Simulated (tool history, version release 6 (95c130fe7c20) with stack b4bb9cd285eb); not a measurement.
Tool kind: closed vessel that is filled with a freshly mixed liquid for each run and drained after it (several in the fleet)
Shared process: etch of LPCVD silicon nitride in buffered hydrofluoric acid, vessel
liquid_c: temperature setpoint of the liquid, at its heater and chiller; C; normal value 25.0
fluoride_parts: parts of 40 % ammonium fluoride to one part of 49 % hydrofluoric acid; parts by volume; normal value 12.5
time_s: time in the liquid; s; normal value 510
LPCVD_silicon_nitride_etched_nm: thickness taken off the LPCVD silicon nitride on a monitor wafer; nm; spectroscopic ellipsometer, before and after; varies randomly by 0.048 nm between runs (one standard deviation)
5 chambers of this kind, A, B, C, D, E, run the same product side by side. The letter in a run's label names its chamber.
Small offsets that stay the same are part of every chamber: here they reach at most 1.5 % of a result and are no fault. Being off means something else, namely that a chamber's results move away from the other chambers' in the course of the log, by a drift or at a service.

| run | hour | liquid_c | fluoride_parts | time_s | hours since the thermometer was replaced | hours since the hydrofluoric acid flow meter was replaced | read-back film thickness of the LPCVD silicon nitride reference wafer, read on the same gauge (nm) | LPCVD_silicon_nitride_etched_nm |
|---|---|---|---|---|---|---|---|---|
| 1E | 3.9 | 25.0 | 12.5 | 510 | 1067.1 | 584.0 | 50.010 | 6.2030 |
| 2A | 6.2 | 25.0 | 12.5 | 510 | 1671.3 | 795.5 | 49.990 | 6.2337 |
| 3D | 9.5 | 25.0 | 12.5 | 510 | 762.9 | 1014.2 | 49.996 | 6.3927 |
| 4C | 12.0 | 25.0 | 12.5 | 510 | 702.8 | 1834.2 | 50.062 | 6.1493 |
| 5B | 15.3 | 25.0 | 12.5 | 510 | 292.3 | 693.2 | 50.031 | 6.1379 |
| 6B | 20.1 | 25.0 | 12.5 | 510 | 297.1 | 698.0 | 50.035 | 6.3220 |
| 7E | 23.8 | 25.0 | 12.5 | 510 | 1087.0 | 603.9 | 49.962 | 6.2226 |
| 8D | 26.0 | 25.0 | 12.5 | 510 | 779.4 | 1030.7 | 49.975 | 6.3652 |
| 9A | 29.6 | 25.0 | 12.5 | 510 | 1694.7 | 818.9 | 50.033 | 6.2950 |
| 10C | 34.1 | 25.0 | 12.5 | 510 | 724.9 | 1856.3 | 50.001 | 6.1660 |
| 11B | 39.0 | 25.0 | 12.5 | 510 | 316.0 | 716.9 | 49.964 | 6.1962 |
| 12D | 43.5 | 25.0 | 12.5 | 415 | 796.9 | 1048.2 | 50.026 | 5.0882 |
| 13A | 47.5 | 25.0 | 12.5 | 415 | 1712.6 | 836.8 | 49.999 | 5.0518 |
| 14E | 51.7 | 25.0 | 12.5 | 415 | 1114.9 | 631.8 | 49.989 | 5.0408 |
| 15C | 54.0 | 25.0 | 12.5 | 415 | 744.8 | 1876.2 | 49.946 | 5.0589 |
| 16D | 57.1 | 25.0 | 12.5 | 415 | 810.5 | 1061.8 | 49.957 | 5.1508 |
| 17E | 60.3 | 25.0 | 12.5 | 510 | 1123.5 | 640.4 | 49.936 | 6.2729 |
| 18C | 62.8 | 25.0 | 12.5 | 510 | 753.6 | 1885.0 | 49.995 | 6.3044 |
| 19B | 65.6 | 25.0 | 12.5 | 510 | 342.6 | 743.5 | 49.972 | 6.2099 |
| 20A | 68.5 | 25.0 | 12.5 | 510 | 1733.6 | 857.8 | 50.015 | 6.0060 |
| 21C | 72.8 | 21.0 | 15.5 | 510 | 763.6 | 1895.0 | 50.007 | 3.9765 |
| 22D | 75.0 | 21.0 | 15.5 | 510 | 828.4 | 1079.7 | 50.053 | 4.0777 |
| 23A | 78.0 | 21.0 | 15.5 | 510 | 1743.1 | 867.3 | 50.002 | 3.7956 |
|  | 79.2 | chamber B: hydrofluoric acid flow meter replaced |
| 24B | 81.0 | 21.0 | 15.5 | 510 | 358.0 | 1.8 | 50.004 | 4.0176 |
| 25E | 85.0 | 21.0 | 15.5 | 510 | 1148.2 | 665.1 | 50.023 | 4.0534 |
| 26E | 89.8 | 25.0 | 15.5 | 510 | 1153.0 | 669.9 | 50.004 | 4.9953 |
| 27D | 92.0 | 25.0 | 15.5 | 510 | 845.4 | 1096.7 | 49.983 | 5.0839 |
| 28C | 94.7 | 25.0 | 15.5 | 510 | 785.5 | 1916.9 | 49.997 | 5.0166 |
|  | 96.0 | chamber C: hydrofluoric acid flow meter replaced |
| 29B | 99.1 | 25.0 | 15.5 | 510 | 376.1 | 19.9 | 49.981 | 5.0674 |
| 30A | 103.0 | 25.0 | 15.5 | 510 | 1768.1 | 892.3 | 49.998 | 4.6302 |
| 31D | 107.2 | 21.5 | 12.5 | 365 | 860.6 | 1111.9 | 50.016 | 3.7086 |
| 32C | 111.8 | 21.5 | 12.5 | 365 | 802.6 | 15.9 | 50.020 | 3.6699 |
| 33B | 116.3 | 21.5 | 12.5 | 365 | 393.3 | 37.1 | 49.974 | 3.7021 |
| 34A | 118.7 | 21.5 | 12.5 | 365 | 1783.8 | 908.0 | 49.983 | 3.3119 |
| 35E | 121.2 | 21.5 | 12.5 | 365 | 1184.4 | 701.3 | 49.979 | 3.6944 |

What goes on in this fleet: one chamber off, a drifting gauge, or nothing beyond the chambers' own small offsets? Name the chamber and the cause, if any.

Chamber A drifts away from the others.
Cause: hydrofluoric acid flow below the setpoint (%) = 10.4.
The log may not separate it from: liquid colder than its thermometer reads (K).

Here are 4 candidates for chamber A's next run, each the usual settings with a change, their results left as question marks. Which one brings its results back in line with what the others give on the usual settings?
Allowed miss from the other chambers' usual-settings mean, per result, to count as in line: LPCVD_silicon_nitride_etched_nm 0.1700 nm
| 36A-1 | 124.9 | 25.0 | 12.5 | 570 |  |  |  | ? |
| 36A-2 | 124.9 | 25.0 | 12.5 | 525 |  |  |  | ? |
| 36A-3 | 124.9 | 25.0 | 12.5 | 450 |  |  |  | ? |
| 36A-4 | 124.9 | 25.0 | 12.5 | 495 |  |  |  | ? |

Usual-settings mean across the other chambers: LPCVD_silicon_nitride_etched_nm 6.2491 nm
| run | LPCVD_silicon_nitride_etched_nm |
|---|---|
| 36A-1 | 6.2070 |
| 36A-2 | 5.7170 |
| 36A-3 | 4.9003 |
| 36A-4 | 5.3903 |
36A-1 brings the chamber back in line.
